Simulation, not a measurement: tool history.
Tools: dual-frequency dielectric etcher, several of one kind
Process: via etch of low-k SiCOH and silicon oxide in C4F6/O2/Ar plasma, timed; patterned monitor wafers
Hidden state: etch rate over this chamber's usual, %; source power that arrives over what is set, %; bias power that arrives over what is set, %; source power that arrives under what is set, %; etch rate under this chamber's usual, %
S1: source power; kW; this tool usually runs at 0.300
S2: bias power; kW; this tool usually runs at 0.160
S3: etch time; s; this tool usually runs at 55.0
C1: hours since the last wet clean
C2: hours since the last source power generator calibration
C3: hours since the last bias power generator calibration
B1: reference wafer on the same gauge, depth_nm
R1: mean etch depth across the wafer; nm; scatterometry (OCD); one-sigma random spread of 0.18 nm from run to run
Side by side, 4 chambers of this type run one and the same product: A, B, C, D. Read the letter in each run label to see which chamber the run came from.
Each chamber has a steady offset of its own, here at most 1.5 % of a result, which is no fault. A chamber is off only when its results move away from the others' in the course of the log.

run	hour	S1	S2	S3	C1	C2	C3	B1	R1
1B	4.8	0.300	0.160	55.0	57.8	2694.9	916.4	155.02	134.320
2C	10.2	0.300	0.160	55.0	420.3	204.8	142.2	155.04	132.710
3A	14.2	0.300	0.160	55.0	454.8	3297.9	555.0	155.10	132.130
4D	18.3	0.300	0.160	55.0	541.9	2030.7	1571.9	155.13	132.150
5A	25.3	0.300	0.160	55.0	465.9	3309.0	566.1	155.19	132.460
6D	30.7	0.300	0.160	55.0	554.3	2043.1	1584.3	155.18	132.210
7C	34.9	0.300	0.160	39.0	445.0	229.5	166.9	155.20	94.177
8B	39.2	0.300	0.160	39.0	92.2	2729.3	950.8	155.24	95.110
9A	42.5	0.300	0.160	39.0	483.1	3326.2	583.3	155.30	93.802
10D	48.3	0.300	0.160	39.0	571.9	2060.7	1601.9	155.29	93.677
11C	54.7	0.300	0.160	55.0	464.8	249.3	186.7	155.31	132.420
12B	58.9	0.360	0.160	55.0	111.9	2749.0	970.5	155.40	144.460
13A	64.4	0.360	0.160	55.0	505.0	3348.1	605.2	155.33	142.140
# hour 65.1: chamber A: wet clean of the chamber
14B	69.7	0.360	0.160	55.0	122.7	2759.8	981.3	155.44	144.150
# hour 71.2: chamber B: source power generator calibrated
15D	74.6	0.360	0.160	55.0	598.2	2087.0	1628.2	155.47	142.190
# hour 79.3: chamber A: source power generator calibrated
16C	81.5	0.300	0.180	43.5	491.6	276.1	213.5	155.54	109.130
17C	84.9	0.300	0.180	43.5	495.0	279.5	216.9	155.51	109.310
18D	89.5	0.300	0.180	43.5	613.1	2101.9	1643.1	155.60	109.000
19B	96.5	0.300	0.180	43.5	149.5	25.4	1008.1	155.55	110.800
20A	101.1	0.300	0.160	55.0	36.1	21.9	641.9	155.66	132.680
# hour 102.6: chamber D: wet clean of the chamber
# hour 103.8: chamber C: wet clean of the chamber
21B	106.1	0.300	0.160	39.5	159.1	35.0	1017.7	155.69	96.588
22D	109.5	0.300	0.160	39.5	6.9	2121.9	1663.1	155.75	95.314
23C	114.3	0.300	0.160	39.5	10.5	308.9	246.3	155.71	95.791
24A	121.0	0.300	0.160	39.5	56.0	41.8	661.8	155.83	95.472
25A	125.8	0.300	0.160	55.0	60.8	46.6	666.6	155.80	132.800
26D	129.5	0.300	0.199	70.0	26.9	2141.9	1683.1	155.82	181.100
27B	134.5	0.300	0.199	70.0	187.5	63.4	1046.1	155.83	184.240

Predict what each chamber gives when all 4 of them run the settings below next.
28A	139.6	0.300	0.160	55.0					?
28B	139.6	0.300	0.160	55.0					?
28C	139.6	0.300	0.160	55.0					?
28D	139.6	0.300	0.160	55.0					?

run	R1
28A	132.910
28B	134.840
28C	133.150
28D	132.470

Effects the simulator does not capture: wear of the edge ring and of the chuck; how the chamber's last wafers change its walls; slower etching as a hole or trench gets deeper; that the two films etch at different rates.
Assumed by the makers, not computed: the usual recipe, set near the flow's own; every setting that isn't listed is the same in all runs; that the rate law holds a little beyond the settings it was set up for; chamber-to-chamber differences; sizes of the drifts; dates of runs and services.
